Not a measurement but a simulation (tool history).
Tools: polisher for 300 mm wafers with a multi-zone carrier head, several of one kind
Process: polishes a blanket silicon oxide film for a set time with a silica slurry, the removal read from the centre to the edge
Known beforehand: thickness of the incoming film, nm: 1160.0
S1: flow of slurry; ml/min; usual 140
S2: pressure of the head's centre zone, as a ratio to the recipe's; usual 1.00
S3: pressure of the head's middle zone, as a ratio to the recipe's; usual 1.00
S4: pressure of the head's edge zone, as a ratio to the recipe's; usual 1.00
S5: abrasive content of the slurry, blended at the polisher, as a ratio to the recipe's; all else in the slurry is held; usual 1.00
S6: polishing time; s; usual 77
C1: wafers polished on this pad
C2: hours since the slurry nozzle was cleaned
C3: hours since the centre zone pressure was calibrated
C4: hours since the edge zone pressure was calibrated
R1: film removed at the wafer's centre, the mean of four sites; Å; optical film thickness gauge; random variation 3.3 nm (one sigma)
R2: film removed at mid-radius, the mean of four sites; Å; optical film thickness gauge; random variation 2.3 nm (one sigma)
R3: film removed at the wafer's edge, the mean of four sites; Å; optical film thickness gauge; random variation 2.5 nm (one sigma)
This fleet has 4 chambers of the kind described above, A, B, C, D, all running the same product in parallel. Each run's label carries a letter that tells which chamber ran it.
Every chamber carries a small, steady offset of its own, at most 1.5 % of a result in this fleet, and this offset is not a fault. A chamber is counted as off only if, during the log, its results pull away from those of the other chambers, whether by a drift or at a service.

| run | hour | S1 | S2 | S3 | S4 | S5 | S6 | C1 | C2 | C3 | C4 | R1 | R2 | R3 |
|---|---|---|---|---|---|---|---|---|---|---|---|---|---|---|
| 1A | 3.7 | 140 | 1.00 | 1.00 | 1.00 | 1.00 | 77 | 444 | 37.4 | 94.9 | 1486.1 | 2472.0 | 2463.7 | 2469.9 |
| 2D | 6.1 | 140 | 1.00 | 1.00 | 1.00 | 1.00 | 77 | 883 | 191.4 | 347.5 | 318.5 | 2450.5 | 2477.2 | 2493.9 |
|  | 6.5 | chamber C: worn pad replaced by a new one |
| 3C | 8.9 | 140 | 1.00 | 1.00 | 1.00 | 1.00 | 77 | 20 | 90.3 | 51.3 | 1000.6 | 2488.4 | 2428.2 | 2472.9 |
| 4B | 11.9 | 140 | 1.00 | 1.00 | 1.00 | 1.00 | 77 | 1499 | 94.8 | 763.4 | 836.4 | 2480.4 | 2479.3 | 2447.0 |
| 5D | 15.8 | 180 | 1.00 | 1.00 | 1.04 | 1.00 | 77 | 962 | 201.1 | 357.2 | 328.2 | 2632.4 | 2611.0 | 2586.8 |
| 6A | 19.1 | 180 | 1.00 | 1.00 | 1.04 | 1.00 | 77 | 569 | 52.8 | 110.3 | 1501.5 | 2563.6 | 2561.4 | 2612.2 |
| 7C | 23.5 | 180 | 1.00 | 1.00 | 1.04 | 1.00 | 77 | 138 | 104.9 | 65.9 | 1015.2 | 2621.0 | 2632.1 | 2585.3 |
| 8B | 27.5 | 180 | 1.00 | 1.00 | 1.04 | 1.00 | 77 | 1626 | 110.4 | 779.0 | 852.0 | 2659.8 | 2602.4 | 2619.6 |
|  | 32.7 | chamber B: worn pad replaced by a new one |
| 9D | 33.0 | 140 | 1.00 | 1.00 | 1.00 | 1.00 | 77 | 1101 | 218.3 | 374.4 | 345.4 | 2499.1 | 2450.8 | 2455.2 |
| 10A | 38.4 | 140 | 1.00 | 1.08 | 1.00 | 1.00 | 68 | 726 | 72.1 | 129.6 | 1520.8 | 2147.6 | 2325.1 | 2192.2 |
| 11C | 43.4 | 140 | 1.00 | 1.08 | 1.00 | 1.00 | 68 | 300 | 124.8 | 85.8 | 1035.1 | 2197.0 | 2358.9 | 2149.0 |
|  | 45.7 | chamber A: worn pad replaced by a new one |
| 12B | 45.8 | 140 | 1.00 | 1.08 | 1.00 | 1.00 | 68 | 106 | 128.7 | 797.3 | 870.3 | 2189.6 | 2338.8 | 2183.5 |
| 13D | 49.2 | 140 | 1.00 | 1.08 | 1.00 | 1.00 | 68 | 1233 | 234.5 | 390.6 | 361.6 | 2196.3 | 2322.3 | 2179.9 |
| 14C | 53.7 | 140 | 1.07 | 1.00 | 1.00 | 1.00 | 97 | 384 | 135.1 | 96.1 | 1045.4 | 3360.3 | 3146.2 | 3028.3 |
| 15A | 56.3 | 140 | 1.07 | 1.00 | 1.00 | 1.00 | 97 | 86 | 90.0 | 147.5 | 1538.7 | 3425.4 | 3067.5 | 3116.3 |
| 16B | 59.7 | 140 | 1.07 | 1.00 | 1.00 | 1.00 | 97 | 219 | 142.6 | 811.2 | 884.2 | 3409.5 | 3127.3 | 3090.0 |
| 17C | 63.3 | 140 | 1.07 | 1.00 | 1.00 | 1.00 | 97 | 462 | 144.7 | 105.7 | 1055.0 | 3368.3 | 3145.8 | 3147.6 |
| 18B | 68.2 | 140 | 1.00 | 1.00 | 1.00 | 1.00 | 77 | 289 | 151.1 | 819.7 | 892.7 | 2492.6 | 2462.3 | 2426.6 |
| 19A | 73.4 | 140 | 1.00 | 1.00 | 1.00 | 0.80 | 77 | 225 | 107.1 | 164.6 | 1555.8 | 2212.0 | 2244.8 | 2231.7 |
| 20D | 77.8 | 140 | 1.00 | 1.00 | 1.00 | 0.80 | 77 | 1466 | 263.1 | 419.2 | 390.2 | 2215.1 | 2203.6 | 2180.6 |
| 21B | 83.2 | 140 | 1.00 | 1.00 | 1.00 | 0.80 | 77 | 411 | 166.1 | 834.7 | 907.7 | 2250.3 | 2227.3 | 2202.2 |
|  | 85.5 | chamber D: worn pad replaced by a new one |
| 22A | 86.8 | 140 | 1.00 | 1.00 | 1.00 | 0.80 | 77 | 334 | 120.5 | 178.0 | 1569.2 | 2206.5 | 2182.9 | 2211.7 |
| 23D | 90.1 | 140 | 1.00 | 1.00 | 1.00 | 1.00 | 77 | 37 | 275.4 | 431.5 | 402.5 | 2510.4 | 2446.4 | 2516.5 |
| 24C | 94.6 | 140 | 1.00 | 1.00 | 1.00 | 1.00 | 77 | 716 | 176.0 | 137.0 | 1086.3 | 2563.3 | 2478.8 | 2438.5 |
| 25B | 99.3 | 140 | 1.00 | 1.00 | 1.00 | 1.00 | 77 | 541 | 182.2 | 850.8 | 923.8 | 2536.8 | 2455.4 | 2444.4 |
|  | 100.9 | chamber A: edge zone pressure recalibrated |
| 26A | 103.9 | 140 | 0.95 | 0.93 | 1.00 | 1.00 | 77 | 473 | 137.6 | 195.1 | 3.1 | 2336.3 | 2289.1 | 2503.0 |
| 27C | 107.1 | 140 | 0.95 | 0.93 | 1.00 | 1.00 | 77 | 818 | 188.5 | 149.5 | 1098.8 | 2355.4 | 2332.5 | 2471.2 |

Read the log: is a single chamber off, either drifting away or since a service, is the gauge that measures every chamber drifting, or is nothing wrong beyond small per-chamber offsets? Name any odd chamber and what most likely caused it.

The fleet is healthy, with each chamber sitting at its usual small offset and no drift in the gauge.
